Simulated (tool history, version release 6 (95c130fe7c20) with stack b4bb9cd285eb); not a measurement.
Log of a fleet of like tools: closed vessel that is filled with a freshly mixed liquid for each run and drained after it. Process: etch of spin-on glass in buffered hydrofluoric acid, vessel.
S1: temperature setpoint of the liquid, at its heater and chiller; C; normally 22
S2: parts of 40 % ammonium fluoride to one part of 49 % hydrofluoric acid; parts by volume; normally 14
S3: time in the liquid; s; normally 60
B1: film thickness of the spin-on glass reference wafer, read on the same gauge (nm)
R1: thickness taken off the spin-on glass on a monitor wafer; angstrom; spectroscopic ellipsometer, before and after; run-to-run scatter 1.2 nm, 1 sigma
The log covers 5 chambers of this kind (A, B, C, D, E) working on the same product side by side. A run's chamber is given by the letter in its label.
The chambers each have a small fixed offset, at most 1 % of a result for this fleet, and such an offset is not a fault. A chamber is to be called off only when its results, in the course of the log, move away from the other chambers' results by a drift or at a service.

run   hour    S1    S2  S3      B1      R1
 1C   10.8    22    14  60   50.03  1417.7
 2D   18.9    22    14  60  49.986  1411.7
 3A   31.5    22    14  60  50.003  1408.3
 4E   42.7    22    14  60  50.011  1420.7
 5B   49.3    22    14  60  49.991    1406
 6B   60.6    22    14  60  49.991  1421.3
 7C   71.4    22    14  60  49.998    1412
 8E   83.4  17.5    14  80   49.97  1455.4
 9D   89.8  17.5    14  80  49.989  1493.1
10A   98.9  17.5    14  80  49.986  1460.3
11C  109.8  17.5    14  80  50.018  1455.3
12A  121.4  17.5    14  80   50.02  1468.1
13D    133    22    14  60  50.028  1423.6
14E  141.6    22    14  60  49.985  1416.3
15B  148.5    22    14  60  50.014  1433.4
16B  158.4    22    14  60  49.996  1426.4
17C  168.1    22    14  60  49.993  1414.8
18E  177.7    22    14  60  50.005  1429.3
19A    184    22    14  60  49.988  1405.3
20D  190.6    22    14  60  50.005  1432.4
21E  199.9    22    14  60  50.006  1427.6
22B  212.4    22    14  60  49.993  1405.1
23A  223.2    22    14  60  50.005  1414.6
24D  231.8    22    14  60  49.996  1430.6
25C    242    22    14  60  49.999  1411.2
     251.4  -- chamber E: thermometer replaced
26B  253.8    22    14  60  49.996  1415.7
27A    264    22    14  60  50.007  1411.1
28E    275    22    14  60   49.99    1421
29C  284.2    22    14  60  50.017  1393.4
30D  295.7    22    14  60  50.009  1410.6
     303.3  -- chamber B: hydrofluoric acid flow meter replaced
31E  303.7    22    14  60  50.004    1429
32B  311.1    22    14  60  49.995  1418.4
33C  317.3    22    14  60  50.008  1425.9
34D    324    22  16.5  60  50.004  1200.7
35A  335.2    22  16.5  60  49.989  1210.9
36C    342    22  16.5  60   50.02  1203.6
37A  352.8    22  16.5  60  49.973  1205.7
38B    365    22  16.5  60  49.999  1189.4
39D  373.9    22    14  60  50.016  1439.1
40E  379.6    22    14  60  49.993  1427.5
41B    392    22    14  60  49.996    1418
42C  402.3    22    14  60  50.013  1392.1
43A  408.8    22    14  60  49.974    1417

Is one chamber out of step, is the gauge drifting, or do the chambers differ by no more than their own small offsets? For an off chamber, give its letter and the likeliest cause.

No chamber is off and the gauge is stable; the differences are just each chamber's small, constant offset.
